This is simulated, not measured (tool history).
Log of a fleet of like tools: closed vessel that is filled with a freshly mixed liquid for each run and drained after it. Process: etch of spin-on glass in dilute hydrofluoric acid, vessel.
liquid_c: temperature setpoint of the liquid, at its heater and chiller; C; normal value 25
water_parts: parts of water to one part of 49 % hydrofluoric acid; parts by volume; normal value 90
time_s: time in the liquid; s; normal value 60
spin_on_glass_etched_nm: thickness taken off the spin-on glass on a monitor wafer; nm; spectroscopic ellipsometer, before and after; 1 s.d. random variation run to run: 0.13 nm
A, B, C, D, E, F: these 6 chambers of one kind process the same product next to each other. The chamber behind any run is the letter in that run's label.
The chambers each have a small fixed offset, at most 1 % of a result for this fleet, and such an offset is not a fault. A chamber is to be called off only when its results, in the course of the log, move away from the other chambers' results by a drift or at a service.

run,hour,liquid_c,water_parts,time_s,"read-back film thickness of the spin-on glass reference wafer, read on the same gauge (nm)",spin_on_glass_etched_nm
1C,6.7,25,90,60,59.968,36.949
2D,12.5,25,90,60,60.005,36.361
3F,16,25,90,60,60.025,36.512
4E,23.2,25,90,60,60.023,36.906
5A,28.6,25,90,60,60.02,36.493
6B,32.5,25,90,60,60.002,36.728
7C,38.7,22.5,75,60,59.976,40.724
8D,41.9,22.5,75,60,60.011,40.771
9A,48.8,22.5,75,60,59.996,40.501
10E,54.6,22.5,75,60,59.991,40.82
11B,58.1,22.5,75,60,60.021,40.609
12F,62.8,22.5,75,60,59.97,40.731
13B,67,25,90,60,60.007,36.974
14D,71,25,90,60,60.024,36.594
15F,75.4,25,90,60,60.013,36.453
16C,81.7,25,90,60,59.959,36.911
17A,84.8,25,110,40,60.015,19.54
18E,90.2,25,110,40,60.025,19.713
19C,94.1,25,110,40,60.002,19.529
20B,101,25,110,40,60.021,19.433
21F,106,25,110,40,59.995,19.381
22D,111.7,25,110,40,60.011,19.451
23E,118.1,25,90,60,59.976,36.855
24A,123,25,90,60,60,36.618
25C,128.4,25,90,60,60.039,37.019
26A,133.9,25,90,60,59.963,36.552
# hour 136.1: chamber C: thermometer replaced
27F,140.5,25,90,60,60.004,36.547
28E,144.4,25,90,60,60.016,37.001
29B,148.6,25,90,60,60.004,36.951
30D,154,25,90,60,59.989,36.319
31E,159.8,25,90,60,60.026,36.821
32A,163.4,25,90,60,60.011,36.652
33F,169.2,25,90,60,60.016,36.486
34B,172.5,25,90,60,60.012,36.667
35C,176.9,25,90,60,59.995,36.557
36D,182.6,25,90,60,59.973,36.448
37F,185.9,25,90,60,60.035,36.632

For the next run the whole fleet of 6 chambers uses the same settings. Give each chamber's results:
38A,191.2,25,90,60,,?
38B,191.2,25,90,60,,?
38C,191.2,25,90,60,,?
38D,191.2,25,90,60,,?
38E,191.2,25,90,60,,?
38F,191.2,25,90,60,,?

run,spin_on_glass_etched_nm
38A,36.561
38B,36.819
38C,36.782
38D,36.627
38E,36.62
38F,36.536
